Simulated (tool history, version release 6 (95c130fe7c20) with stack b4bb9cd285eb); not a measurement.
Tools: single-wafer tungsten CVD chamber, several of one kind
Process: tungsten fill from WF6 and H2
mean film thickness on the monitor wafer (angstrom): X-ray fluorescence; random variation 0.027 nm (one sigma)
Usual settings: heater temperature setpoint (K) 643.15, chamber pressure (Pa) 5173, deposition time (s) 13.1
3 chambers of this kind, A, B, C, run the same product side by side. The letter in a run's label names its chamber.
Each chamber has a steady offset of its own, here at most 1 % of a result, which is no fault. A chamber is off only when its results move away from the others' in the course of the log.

| run | hour | heater temperature setpoint (K) | chamber pressure (Pa) | deposition time (s) | read-back reference wafer on the same gauge, thickness_nm | mean film thickness on the monitor wafer (angstrom) |
|---|---|---|---|---|---|---|
| 1C | 12.8 | 643.15 | 5173 | 13.1 | 23.704 | 235.27 |
| 2B | 25.3 | 643.15 | 5173 | 13.1 | 23.694 | 238.20 |
|  | 34.0 | chamber A: thermocouple changed; heater temperature recalibrated |
| 3A | 36.0 | 643.15 | 5173 | 13.1 | 23.693 | 235.68 |
| 4A | 47.3 | 643.15 | 5173 | 13.1 | 23.682 | 235.89 |
| 5C | 57.4 | 643.15 | 5173 | 13.1 | 23.684 | 234.56 |
| 6B | 63.5 | 643.15 | 5173 | 13.1 | 23.683 | 237.67 |
| 7C | 76.6 | 643.15 | 5173 | 13.1 | 23.678 | 235.24 |
| 8B | 90.4 | 643.15 | 5173 | 13.1 | 23.664 | 238.34 |
| 9A | 96.6 | 643.15 | 5173 | 13.1 | 23.665 | 235.89 |
| 10A | 105.5 | 643.15 | 5560 | 15.2 | 23.663 | 283.11 |
| 11B | 112.5 | 643.15 | 5560 | 15.2 | 23.662 | 285.79 |
| 12C | 118.6 | 643.15 | 5560 | 15.2 | 23.661 | 281.45 |
| 13B | 125.9 | 643.15 | 5173 | 13.1 | 23.663 | 238.04 |
| 14C | 139.2 | 633.15 | 5173 | 14.1 | 23.655 | 203.29 |
| 15A | 145.5 | 633.15 | 5173 | 14.1 | 23.657 | 203.83 |
| 16C | 152.4 | 633.15 | 5173 | 14.1 | 23.653 | 203.13 |
| 17A | 159.5 | 643.15 | 5173 | 13.1 | 23.650 | 236.08 |
| 18B | 169.6 | 643.15 | 5173 | 13.1 | 23.648 | 237.75 |
| 19C | 177.2 | 643.15 | 5173 | 13.1 | 23.636 | 234.48 |
| 20A | 186.7 | 643.15 | 5173 | 13.1 | 23.638 | 235.84 |
| 21B | 195.6 | 643.15 | 5173 | 13.1 | 23.632 | 237.48 |
| 22C | 204.8 | 628.15 | 5800 | 13.1 | 23.635 | 178.11 |
| 23B | 218.2 | 628.15 | 5800 | 13.1 | 23.631 | 179.55 |
|  | 220.6 | chamber B: thermocouple changed; heater temperature recalibrated |
| 24A | 228.8 | 628.15 | 5800 | 13.1 | 23.629 | 178.69 |
| 25A | 236.4 | 643.15 | 5173 | 13.1 | 23.623 | 235.41 |
| 26C | 243.9 | 653.15 | 5173 | 14.8 | 23.621 | 325.78 |
| 27B | 253.3 | 653.15 | 5173 | 14.8 | 23.619 | 330.65 |
| 28C | 264.8 | 653.15 | 5173 | 14.8 | 23.611 | 325.51 |
| 29B | 275.8 | 643.15 | 5173 | 13.1 | 23.615 | 237.64 |
| 30A | 287.4 | 643.15 | 5173 | 13.1 | 23.606 | 234.91 |
| 31C | 298.4 | 643.15 | 5173 | 13.1 | 23.604 | 234.20 |
| 32A | 306.1 | 643.15 | 5173 | 13.1 | 23.608 | 235.45 |
| 33B | 315.4 | 643.15 | 5173 | 13.1 | 23.598 | 237.16 |
| 34B | 327.5 | 643.15 | 5173 | 13.1 | 23.595 | 237.31 |
| 35A | 339.4 | 643.15 | 4586 | 13.1 | 23.591 | 221.88 |

What goes on in this fleet: one chamber off, a drifting gauge, or nothing beyond the chambers' own small offsets? Name the chamber and the cause, if any.

The gauge drifts, so all chambers seem to drift together. No chamber is off.
Cause: gauge reads low (%) = 0.47.
